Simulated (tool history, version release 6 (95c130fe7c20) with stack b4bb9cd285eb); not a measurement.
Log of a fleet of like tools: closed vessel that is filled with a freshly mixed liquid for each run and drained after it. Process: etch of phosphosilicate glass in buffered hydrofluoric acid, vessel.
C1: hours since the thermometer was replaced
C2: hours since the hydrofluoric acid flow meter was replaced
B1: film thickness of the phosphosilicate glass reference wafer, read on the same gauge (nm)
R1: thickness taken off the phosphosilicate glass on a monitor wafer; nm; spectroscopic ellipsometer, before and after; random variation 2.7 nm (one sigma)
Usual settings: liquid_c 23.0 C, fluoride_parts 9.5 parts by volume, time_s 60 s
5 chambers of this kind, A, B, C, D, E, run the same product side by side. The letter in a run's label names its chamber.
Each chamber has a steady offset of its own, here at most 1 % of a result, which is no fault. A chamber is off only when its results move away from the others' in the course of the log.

run 1A hour=8.3 | liquid_c=23.0 fluoride_parts=9.5 time_s=60 | C1=2144.8 C2=1003.6 | B1=110.01 | R1=356.34
run 2B hour=14.2 | liquid_c=23.0 fluoride_parts=9.5 time_s=60 | C1=250.1 C2=265.7 | B1=110.00 | R1=352.03
run 3E hour=19.5 | liquid_c=23.0 fluoride_parts=9.5 time_s=60 | C1=745.7 C2=185.8 | B1=110.01 | R1=359.25
run 4C hour=27.9 | liquid_c=23.0 fluoride_parts=9.5 time_s=60 | C1=119.0 C2=2369.1 | B1=109.98 | R1=357.12
run 5D hour=32.2 | liquid_c=24.5 fluoride_parts=9.5 time_s=60 | C1=395.4 C2=502.0 | B1=110.02 | R1=388.90
run 6C hour=37.5 | liquid_c=24.5 fluoride_parts=9.5 time_s=60 | C1=128.6 C2=2378.7 | B1=109.98 | R1=394.99
run 7B hour=43.2 | liquid_c=24.5 fluoride_parts=9.5 time_s=60 | C1=279.1 C2=294.7 | B1=110.01 | R1=385.82
run 8A hour=47.4 | liquid_c=24.5 fluoride_parts=9.5 time_s=60 | C1=2183.9 C2=1042.7 | B1=110.00 | R1=382.64
run 9D hour=52.3 | liquid_c=24.5 fluoride_parts=9.5 time_s=60 | C1=415.5 C2=522.1 | B1=109.99 | R1=383.24
run 10E hour=59.2 | liquid_c=23.0 fluoride_parts=9.5 time_s=60 | C1=785.4 C2=225.5 | B1=110.00 | R1=352.28
run 11A hour=65.7 | liquid_c=23.0 fluoride_parts=9.5 time_s=40 | C1=2202.2 C2=1061.0 | B1=110.00 | R1=233.67
run 12B hour=73.7 | liquid_c=23.0 fluoride_parts=9.5 time_s=40 | C1=309.6 C2=325.2 | B1=110.00 | R1=238.46
run 13D hour=79.7 | liquid_c=23.0 fluoride_parts=9.5 time_s=40 | C1=442.9 C2=549.5 | B1=109.98 | R1=235.90
run 14E hour=87.0 | liquid_c=23.0 fluoride_parts=9.5 time_s=40 | C1=813.2 C2=253.3 | B1=110.02 | R1=240.83
-- hour=87.4 chamber C: hydrofluoric acid flow meter replaced
run 15C hour=90.9 | liquid_c=23.0 fluoride_parts=9.5 time_s=40 | C1=182.0 C2=3.6 | B1=110.04 | R1=236.13
run 16C hour=97.5 | liquid_c=23.0 fluoride_parts=9.5 time_s=60 | C1=188.6 C2=10.2 | B1=110.00 | R1=356.73
run 17A hour=105.6 | liquid_c=23.0 fluoride_parts=9.5 time_s=75 | C1=2242.1 C2=1100.9 | B1=110.01 | R1=446.07
run 18E hour=109.9 | liquid_c=23.0 fluoride_parts=9.5 time_s=75 | C1=836.1 C2=276.2 | B1=109.98 | R1=447.64
run 19B hour=116.5 | liquid_c=23.0 fluoride_parts=9.5 time_s=75 | C1=352.4 C2=368.0 | B1=109.98 | R1=448.12
run 20D hour=123.6 | liquid_c=23.0 fluoride_parts=9.5 time_s=75 | C1=486.8 C2=593.4 | B1=110.01 | R1=441.25
run 21E hour=129.2 | liquid_c=23.0 fluoride_parts=9.5 time_s=75 | C1=855.4 C2=295.5 | B1=110.01 | R1=446.06
run 22D hour=137.8 | liquid_c=23.0 fluoride_parts=9.5 time_s=60 | C1=501.0 C2=607.6 | B1=110.03 | R1=351.09
run 23A hour=145.1 | liquid_c=23.0 fluoride_parts=9.5 time_s=60 | C1=2281.6 C2=1140.4 | B1=109.98 | R1=354.37
run 24B hour=152.2 | liquid_c=23.0 fluoride_parts=9.5 time_s=60 | C1=388.1 C2=403.7 | B1=110.02 | R1=357.00
run 25C hour=160.5 | liquid_c=23.0 fluoride_parts=9.5 time_s=60 | C1=251.6 C2=73.2 | B1=110.00 | R1=354.96
run 26B hour=167.3 | liquid_c=23.0 fluoride_parts=9.5 time_s=60 | C1=403.2 C2=418.8 | B1=110.00 | R1=357.39
run 27A hour=171.8 | liquid_c=23.0 fluoride_parts=9.5 time_s=60 | C1=2308.3 C2=1167.1 | B1=110.02 | R1=353.82
run 28E hour=177.9 | liquid_c=23.0 fluoride_parts=9.5 time_s=60 | C1=904.1 C2=344.2 | B1=110.04 | R1=361.64
run 29C hour=186.0 | liquid_c=23.0 fluoride_parts=9.5 time_s=60 | C1=277.1 C2=98.7 | B1=109.98 | R1=364.99
run 30D hour=191.3 | liquid_c=23.0 fluoride_parts=9.5 time_s=60 | C1=554.5 C2=661.1 | B1=109.98 | R1=358.33
run 31D hour=197.3 | liquid_c=23.0 fluoride_parts=9.5 time_s=60 | C1=560.5 C2=667.1 | B1=110.00 | R1=351.05
run 32C hour=201.9 | liquid_c=18.5 fluoride_parts=12.5 time_s=60 | C1=293.0 C2=114.6 | B1=109.98 | R1=215.99
run 33E hour=206.6 | liquid_c=18.5 fluoride_parts=12.5 time_s=60 | C1=932.8 C2=372.9 | B1=109.98 | R1=212.61
run 34B hour=212.4 | liquid_c=18.5 fluoride_parts=12.5 time_s=60 | C1=448.3 C2=463.9 | B1=110.03 | R1=216.03

All 5 chambers run these settings next. Forecast each chamber's results:
run 35A hour=219.0 | liquid_c=23.0 fluoride_parts=9.5 time_s=60 | R1=?
run 35B hour=219.0 | liquid_c=23.0 fluoride_parts=9.5 time_s=60 | R1=?
run 35C hour=219.0 | liquid_c=23.0 fluoride_parts=9.5 time_s=60 | R1=?
run 35D hour=219.0 | liquid_c=23.0 fluoride_parts=9.5 time_s=60 | R1=?
run 35E hour=219.0 | liquid_c=23.0 fluoride_parts=9.5 time_s=60 | R1=?

run=35A R1=351.56
run=35B R1=358.09
run=35C R1=356.62
run=35D R1=355.61
run=35E R1=353.00
